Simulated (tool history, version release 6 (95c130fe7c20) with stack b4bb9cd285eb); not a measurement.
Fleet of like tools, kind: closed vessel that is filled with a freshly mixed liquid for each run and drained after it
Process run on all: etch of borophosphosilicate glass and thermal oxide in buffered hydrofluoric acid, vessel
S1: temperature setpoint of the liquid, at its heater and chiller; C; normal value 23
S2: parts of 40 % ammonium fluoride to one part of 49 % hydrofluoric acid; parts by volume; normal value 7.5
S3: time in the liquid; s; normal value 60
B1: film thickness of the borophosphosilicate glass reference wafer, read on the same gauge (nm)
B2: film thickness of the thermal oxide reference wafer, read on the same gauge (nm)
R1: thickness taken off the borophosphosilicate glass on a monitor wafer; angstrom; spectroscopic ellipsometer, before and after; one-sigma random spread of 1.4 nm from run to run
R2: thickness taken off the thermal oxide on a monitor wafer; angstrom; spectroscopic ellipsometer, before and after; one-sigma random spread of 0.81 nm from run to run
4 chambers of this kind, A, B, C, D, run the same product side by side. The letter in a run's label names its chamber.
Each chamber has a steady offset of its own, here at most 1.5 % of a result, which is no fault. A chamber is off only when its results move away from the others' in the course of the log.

Run 1C, hour 4.1: usual settings; B1 50.007; B2 139.98. Result: R1 1747.2 angstrom, R2 893.39 angstrom.
Run 2D, hour 8.9: usual settings; B1 49.993; B2 140.03. Result: R1 1741.2 angstrom, R2 894.79 angstrom.
Run 3A, hour 12.3: usual settings; B1 50.025; B2 139.99. Result: R1 1764.6 angstrom, R2 899.72 angstrom.
Run 4B, hour 16.2: usual settings; B1 49.988; B2 139.99. Result: R1 1772.8 angstrom, R2 887.44 angstrom.
Run 5B, hour 22.4: usual settings; B1 50.002; B2 140.01. Result: R1 1770.5 angstrom, R2 882.01 angstrom.
Run 6D, hour 26.9: usual settings; B1 49.992; B2 139.98. Result: R1 1769.7 angstrom, R2 872.7 angstrom.
Run 7C, hour 30.3: usual settings; B1 49.98; B2 139.98. Result: R1 1742.1 angstrom, R2 891.25 angstrom.
Run 8A, hour 34.9: usual settings; B1 50.019; B2 139.99. Result: R1 1771.7 angstrom, R2 919.99 angstrom.
Run 9B, hour 40.7: usual settings but S2 9.5 parts by volume, S3 70 s; B1 49.963; B2 140. Result: R1 1646.5 angstrom, R2 834.28 angstrom.
Run 10D, hour 45.5: usual settings but S2 9.5 parts by volume, S3 70 s; B1 49.982; B2 140.01. Result: R1 1641.8 angstrom, R2 810.72 angstrom.
Run 11C, hour 50.3: usual settings but S2 9.5 parts by volume, S3 70 s; B1 49.95; B2 139.98. Result: R1 1638.5 angstrom, R2 820.62 angstrom.
Run 12A, hour 53.3: usual settings but S2 9.5 parts by volume, S3 70 s; B1 50.002; B2 140.05. Result: R1 1618.2 angstrom, R2 840.65 angstrom.
Run 13A, hour 57.7: usual settings; B1 50.003; B2 140. Result: R1 1760.7 angstrom, R2 891.18 angstrom.
Run 14C, hour 61.9: usual settings but S2 10 parts by volume, S3 30 s; B1 50.005; B2 140.03. Result: R1 665.04 angstrom, R2 341.77 angstrom.
Run 15D, hour 65.2: usual settings but S2 10 parts by volume, S3 30 s; B1 49.995; B2 140.02. Result: R1 670.48 angstrom, R2 336.27 angstrom.
Run 16B, hour 68.7: usual settings but S2 10 parts by volume, S3 30 s; B1 50.033; B2 140.04. Result: R1 691.57 angstrom, R2 351.31 angstrom.
Run 17D, hour 75.1: usual settings but S2 10 parts by volume, S3 30 s; B1 50.01; B2 139.98. Result: R1 671.04 angstrom, R2 338.11 angstrom.
Run 18C, hour 78.4: usual settings; B1 50.042; B2 140.01. Result: R1 1765.6 angstrom, R2 892.25 angstrom.
Run 19B, hour 83.4: usual settings; B1 49.986; B2 139.97. Result: R1 1832.6 angstrom, R2 934.97 angstrom.
Run 20A, hour 86.2: usual settings; B1 49.968; B2 140.02. Result: R1 1785.7 angstrom, R2 896.66 angstrom.
Run 21D, hour 92.2: usual settings; B1 49.965; B2 139.97. Result: R1 1772.6 angstrom, R2 880.4 angstrom.
Run 22A, hour 97.1: usual settings; B1 50.044; B2 140.02. Result: R1 1763.7 angstrom, R2 909.93 angstrom.
Run 23C, hour 103.4: usual settings; B1 50.011; B2 139.97. Result: R1 1750.2 angstrom, R2 883.46 angstrom.
Run 24B, hour 108.9: usual settings; B1 49.986; B2 140. Result: R1 1847.4 angstrom, R2 941.16 angstrom.
Run 25B, hour 113.8: usual settings; B1 50.028; B2 140.03. Result: R1 1882.7 angstrom, R2 959.29 angstrom.
Run 26D, hour 119.2: usual settings; B1 50.001; B2 140.02. Result: R1 1769 angstrom, R2 883.67 angstrom.
At hour 122.3: chamber B: thermometer replaced.
Run 27A, hour 125.5: usual settings; B1 50.026; B2 140.03. Result: R1 1770.1 angstrom, R2 897.45 angstrom.
Run 28C, hour 130.6: usual settings; B1 49.979; B2 140. Result: R1 1762.6 angstrom, R2 895.84 angstrom.
Run 29B, hour 136.4: usual settings; B1 49.957; B2 140.02. Result: R1 1912.6 angstrom, R2 942.58 angstrom.
Run 30C, hour 142.4: usual settings; B1 49.995; B2 139.99. Result: R1 1788.2 angstrom, R2 894.98 angstrom.
Run 31D, hour 145.9: usual settings; B1 49.951; B2 140.03. Result: R1 1792.4 angstrom, R2 878.42 angstrom.

Next, all 4 chambers run the settings below, one line each with question marks for the results. What does each chamber give?
Run 32A, hour 150.6: usual settings. Result: R1 ?, R2 ?.
Run 32B, hour 150.6: usual settings. Result: R1 ?, R2 ?.
Run 32C, hour 150.6: usual settings. Result: R1 ?, R2 ?.
Run 32D, hour 150.6: usual settings. Result: R1 ?, R2 ?.

run      R1      R2
32A  1761.3  888.12
32B  1907.8  973.51
32C  1746.6  894.67
32D  1782.2  888.43
